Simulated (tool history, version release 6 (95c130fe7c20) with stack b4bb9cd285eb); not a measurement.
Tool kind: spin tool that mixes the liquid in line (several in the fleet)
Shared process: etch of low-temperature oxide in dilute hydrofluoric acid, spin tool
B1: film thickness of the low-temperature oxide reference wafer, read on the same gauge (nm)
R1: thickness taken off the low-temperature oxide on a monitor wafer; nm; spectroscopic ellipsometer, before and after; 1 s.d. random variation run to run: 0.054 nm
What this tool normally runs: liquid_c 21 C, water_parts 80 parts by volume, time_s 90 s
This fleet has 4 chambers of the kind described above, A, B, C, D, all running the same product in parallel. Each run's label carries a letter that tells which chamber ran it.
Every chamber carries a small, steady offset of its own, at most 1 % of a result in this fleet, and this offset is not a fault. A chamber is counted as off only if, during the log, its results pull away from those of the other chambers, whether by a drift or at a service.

{"day": 0.233, "done": "chamber B: thermometer replaced"}
{"run": "1B", "day": 0.454, "liquid_c": 21, "water_parts": 80, "time_s": 90, "B1": 40.01, "R1": 11.38}
{"run": "2C", "day": 0.725, "liquid_c": 21, "water_parts": 80, "time_s": 90, "B1": 39.968, "R1": 11.436}
{"run": "3A", "day": 1.258, "liquid_c": 21, "water_parts": 80, "time_s": 90, "B1": 40.052, "R1": 11.209}
{"run": "4D", "day": 1.604, "liquid_c": 21, "water_parts": 80, "time_s": 90, "B1": 40.034, "R1": 11.321}
{"day": 1.867, "done": "chamber D: hydrofluoric acid flow meter replaced"}
{"run": "5A", "day": 2.188, "liquid_c": 21, "water_parts": 80, "time_s": 90, "B1": 39.976, "R1": 11.224}
{"run": "6C", "day": 2.583, "liquid_c": 21, "water_parts": 80, "time_s": 90, "B1": 40.049, "R1": 11.467}
{"run": "7D", "day": 2.908, "liquid_c": 21, "water_parts": 80, "time_s": 90, "B1": 40.013, "R1": 11.272}
{"run": "8B", "day": 3.508, "liquid_c": 21, "water_parts": 80, "time_s": 90, "B1": 39.992, "R1": 11.429}
{"run": "9D", "day": 3.796, "liquid_c": 21, "water_parts": 80, "time_s": 90, "B1": 39.966, "R1": 11.321}
{"run": "10B", "day": 4.404, "liquid_c": 21, "water_parts": 80, "time_s": 90, "B1": 40.019, "R1": 11.365}
{"run": "11C", "day": 4.721, "liquid_c": 22.5, "water_parts": 80, "time_s": 90, "B1": 40.022, "R1": 12.075}
{"run": "12A", "day": 5.029, "liquid_c": 22.5, "water_parts": 80, "time_s": 90, "B1": 40.035, "R1": 11.951}
{"run": "13B", "day": 5.608, "liquid_c": 22.5, "water_parts": 80, "time_s": 90, "B1": 40.021, "R1": 12.072}
{"run": "14A", "day": 6.117, "liquid_c": 22.5, "water_parts": 80, "time_s": 90, "B1": 39.979, "R1": 12.005}
{"run": "15D", "day": 6.404, "liquid_c": 21, "water_parts": 80, "time_s": 90, "B1": 39.99, "R1": 11.339}
{"day": 6.458, "done": "chamber C: thermometer replaced"}
{"run": "16C", "day": 6.917, "liquid_c": 21, "water_parts": 80, "time_s": 90, "B1": 39.968, "R1": 11.403}
{"run": "17C", "day": 7.488, "liquid_c": 21, "water_parts": 50, "time_s": 145, "B1": 40.021, "R1": 30.676}
{"run": "18D", "day": 8.042, "liquid_c": 21, "water_parts": 50, "time_s": 145, "B1": 39.945, "R1": 30.539}
{"run": "19A", "day": 8.525, "liquid_c": 21, "water_parts": 50, "time_s": 145, "B1": 39.979, "R1": 30.475}
{"run": "20B", "day": 8.883, "liquid_c": 21, "water_parts": 50, "time_s": 145, "B1": 40.019, "R1": 30.311}
{"run": "21C", "day": 9.246, "liquid_c": 21, "water_parts": 80, "time_s": 90, "B1": 40.053, "R1": 11.427}
{"run": "22D", "day": 9.6, "liquid_c": 21, "water_parts": 80, "time_s": 90, "B1": 40.04, "R1": 11.222}
{"run": "23A", "day": 9.996, "liquid_c": 21, "water_parts": 115, "time_s": 130, "B1": 40.069, "R1": 10.743}
{"run": "24B", "day": 10.325, "liquid_c": 21, "water_parts": 115, "time_s": 130, "B1": 40.011, "R1": 11.275}
{"run": "25D", "day": 10.625, "liquid_c": 21, "water_parts": 115, "time_s": 130, "B1": 39.998, "R1": 10.87}
{"run": "26A", "day": 11.204, "liquid_c": 21, "water_parts": 115, "time_s": 130, "B1": 40.011, "R1": 10.891}
{"run": "27B", "day": 11.592, "liquid_c": 21, "water_parts": 80, "time_s": 90, "B1": 39.996, "R1": 11.745}
{"run": "28C", "day": 12.075, "liquid_c": 21, "water_parts": 80, "time_s": 90, "B1": 40.004, "R1": 11.563}
{"run": "29B", "day": 12.417, "liquid_c": 21, "water_parts": 80, "time_s": 90, "B1": 39.985, "R1": 11.656}
{"run": "30D", "day": 12.967, "liquid_c": 21, "water_parts": 80, "time_s": 90, "B1": 40.054, "R1": 11.305}
{"run": "31C", "day": 13.454, "liquid_c": 21, "water_parts": 80, "time_s": 90, "B1": 39.97, "R1": 11.415}

Next, every chamber runs the same settings. What will each give?
{"run": "32A", "day": 13.9, "liquid_c": 21, "water_parts": 80, "time_s": 130, "R1": "?"}
{"run": "32B", "day": 13.9, "liquid_c": 21, "water_parts": 80, "time_s": 130, "R1": "?"}
{"run": "32C", "day": 13.9, "liquid_c": 21, "water_parts": 80, "time_s": 130, "R1": "?"}
{"run": "32D", "day": 13.9, "liquid_c": 21, "water_parts": 80, "time_s": 130, "R1": "?"}

run=32A R1=16.304
run=32B R1=17.046
run=32C R1=16.579
run=32D R1=16.493

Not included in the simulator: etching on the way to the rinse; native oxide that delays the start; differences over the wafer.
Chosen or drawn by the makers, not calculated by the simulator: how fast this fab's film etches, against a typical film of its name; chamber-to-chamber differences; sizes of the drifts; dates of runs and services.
